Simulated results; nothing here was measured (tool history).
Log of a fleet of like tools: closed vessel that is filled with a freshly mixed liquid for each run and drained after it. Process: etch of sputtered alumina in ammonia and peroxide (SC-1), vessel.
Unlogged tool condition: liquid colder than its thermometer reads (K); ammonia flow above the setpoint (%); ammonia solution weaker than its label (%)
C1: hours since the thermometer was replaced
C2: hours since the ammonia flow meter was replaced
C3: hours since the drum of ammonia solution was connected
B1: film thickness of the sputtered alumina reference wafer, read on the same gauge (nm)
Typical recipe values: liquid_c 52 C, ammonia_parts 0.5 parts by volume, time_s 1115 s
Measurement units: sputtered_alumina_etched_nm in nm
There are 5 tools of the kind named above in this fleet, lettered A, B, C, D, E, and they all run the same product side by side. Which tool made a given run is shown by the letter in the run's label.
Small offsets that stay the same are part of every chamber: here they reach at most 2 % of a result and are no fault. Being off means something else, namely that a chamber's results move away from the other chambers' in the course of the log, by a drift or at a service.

Run 1B, hour 7.7: usual settings; C1 131.5; C2 272.5; C3 742.9; B1 149.99. Result: sputtered_alumina_etched_nm 36.218 nm.
Run 2A, hour 16.5: usual settings; C1 1556.4; C2 1789.7; C3 741.3; B1 149.98. Result: sputtered_alumina_etched_nm 35.753 nm.
Run 3E, hour 26.8: usual settings; C1 889.4; C2 1392.3; C3 294.9; B1 149.99. Result: sputtered_alumina_etched_nm 35.953 nm.
At hour 31.2: chamber E: new drum of ammonia solution connected.
At hour 32.2: chamber A: ammonia flow meter replaced.
Run 4C, hour 33.7: usual settings; C1 1090.5; C2 364.7; C3 863.3; B1 150.01. Result: sputtered_alumina_etched_nm 35.926 nm.
Run 5D, hour 42.8: usual settings; C1 184; C2 262.4; C3 112.5; B1 150. Result: sputtered_alumina_etched_nm 35.509 nm.
Run 6B, hour 47.8: usual settings; C1 171.6; C2 312.6; C3 783; B1 150. Result: sputtered_alumina_etched_nm 36.463 nm.
Run 7C, hour 53.1: usual settings; C1 1109.9; C2 384.1; C3 882.7; B1 150. Result: sputtered_alumina_etched_nm 36.014 nm.
Run 8E, hour 62.1: usual settings; C1 924.7; C2 1427.6; C3 31; B1 150. Result: sputtered_alumina_etched_nm 35.935 nm.
At hour 64.5: chamber A: thermometer replaced.
Run 9D, hour 73.5: usual settings; C1 214.7; C2 293.1; C3 143.2; B1 150.02. Result: sputtered_alumina_etched_nm 35.723 nm.
Run 10A, hour 82.3: usual settings but ammonia_parts 0.25 parts by volume; C1 17.9; C2 50.1; C3 807.1; B1 150.02. Result: sputtered_alumina_etched_nm 33.695 nm.
Run 11C, hour 91.1: usual settings but ammonia_parts 0.25 parts by volume; C1 1147.9; C2 422.1; C3 920.7; B1 150. Result: sputtered_alumina_etched_nm 33.746 nm.
Run 12B, hour 99.5: usual settings but ammonia_parts 0.25 parts by volume; C1 223.3; C2 364.3; C3 834.7; B1 150. Result: sputtered_alumina_etched_nm 33.967 nm.
Run 13A, hour 108.5: usual settings but ammonia_parts 0.25 parts by volume; C1 44.1; C2 76.3; C3 833.3; B1 150.03. Result: sputtered_alumina_etched_nm 33.585 nm.
Run 14D, hour 115.3: usual settings but ammonia_parts 0.25 parts by volume; C1 256.5; C2 334.9; C3 185; B1 150.01. Result: sputtered_alumina_etched_nm 33.246 nm.
Run 15E, hour 125.8: usual settings; C1 988.4; C2 1491.3; C3 94.7; B1 150. Result: sputtered_alumina_etched_nm 35.611 nm.
Run 16C, hour 133.5: usual settings; C1 1190.3; C2 464.5; C3 963.1; B1 150.01. Result: sputtered_alumina_etched_nm 35.894 nm.
Run 17A, hour 140.5: usual settings; C1 76.1; C2 108.3; C3 865.3; B1 149.98. Result: sputtered_alumina_etched_nm 36.159 nm.
Run 18D, hour 146.7: usual settings; C1 287.9; C2 366.3; C3 216.4; B1 149.99. Result: sputtered_alumina_etched_nm 35.467 nm.
Run 19B, hour 153.2: usual settings; C1 277; C2 418; C3 888.4; B1 149.98. Result: sputtered_alumina_etched_nm 36.307 nm.
Run 20E, hour 163.4: usual settings; C1 1026; C2 1528.9; C3 132.3; B1 150. Result: sputtered_alumina_etched_nm 35.324 nm.
Run 21C, hour 170: usual settings but liquid_c 43 C, ammonia_parts 0.7 parts by volume; C1 1226.8; C2 501; C3 999.6; B1 149.98. Result: sputtered_alumina_etched_nm 22.456 nm.
Run 22B, hour 177.6: usual settings but liquid_c 43 C, ammonia_parts 0.7 parts by volume; C1 301.4; C2 442.4; C3 912.8; B1 150. Result: sputtered_alumina_etched_nm 22.652 nm.
Run 23A, hour 184.6: usual settings but liquid_c 43 C, ammonia_parts 0.7 parts by volume; C1 120.2; C2 152.4; C3 909.4; B1 150. Result: sputtered_alumina_etched_nm 22.499 nm.
Run 24D, hour 191.4: usual settings but liquid_c 43 C, ammonia_parts 0.7 parts by volume; C1 332.6; C2 411; C3 261.1; B1 150.04. Result: sputtered_alumina_etched_nm 22.236 nm.
Run 25E, hour 197.8: usual settings but liquid_c 43 C, ammonia_parts 0.7 parts by volume; C1 1060.4; C2 1563.3; C3 166.7; B1 149.99. Result: sputtered_alumina_etched_nm 22.25 nm.
Run 26C, hour 203.7: usual settings but liquid_c 58 C, time_s 1430 s; C1 1260.5; C2 534.7; C3 1033.3; B1 150. Result: sputtered_alumina_etched_nm 63.279 nm.
Run 27B, hour 210.7: usual settings but liquid_c 58 C, time_s 1430 s; C1 334.5; C2 475.5; C3 945.9; B1 149.99. Result: sputtered_alumina_etched_nm 63.739 nm.
Run 28D, hour 216.5: usual settings but liquid_c 58 C, time_s 1430 s; C1 357.7; C2 436.1; C3 286.2; B1 149.99. Result: sputtered_alumina_etched_nm 62.589 nm.
Run 29A, hour 224.6: usual settings but liquid_c 58 C, time_s 1430 s; C1 160.2; C2 192.4; C3 949.4; B1 150. Result: sputtered_alumina_etched_nm 63.472 nm.
Run 30E, hour 232.2: usual settings but liquid_c 58 C, time_s 1430 s; C1 1094.8; C2 1597.7; C3 201.1; B1 149.98. Result: sputtered_alumina_etched_nm 61.918 nm.

What goes on in this fleet: one chamber off, a drifting gauge, or nothing beyond the chambers' own small offsets? Name the chamber and the cause, if any.

Chamber E drifts away from the others.
Cause: liquid colder than its thermometer reads (K) = 0.431.

Chamber E could run next with any of the 4 candidate recipes listed below; each alters the usual settings, and their results appear as question marks. Which one brings its results back in line with what the other chambers deliver on the usual settings?
In line means no further than this from the other chambers' mean on the usual settings: sputtered_alumina_etched_nm 0.43 nm
Run 31E-1, hour 240.4: usual settings but liquid_c 51.5 C. Result: sputtered_alumina_etched_nm ?.
Run 31E-2, hour 240.4: usual settings but time_s 1135 s. Result: sputtered_alumina_etched_nm ?.
Run 31E-3, hour 240.4: usual settings but time_s 1065 s. Result: sputtered_alumina_etched_nm ?.
Run 31E-4, hour 240.4: usual settings but time_s 1165 s. Result: sputtered_alumina_etched_nm ?.

Mean of the other chambers on the usual settings: sputtered_alumina_etched_nm 35.98 nm
  run  sputtered_alumina_etched_nm
31E-1                        34.26
31E-2                       35.838
31E-3                       33.628
31E-4                       36.785
Change 31E-2 lands the chamber within the allowed miss of the other chambers.

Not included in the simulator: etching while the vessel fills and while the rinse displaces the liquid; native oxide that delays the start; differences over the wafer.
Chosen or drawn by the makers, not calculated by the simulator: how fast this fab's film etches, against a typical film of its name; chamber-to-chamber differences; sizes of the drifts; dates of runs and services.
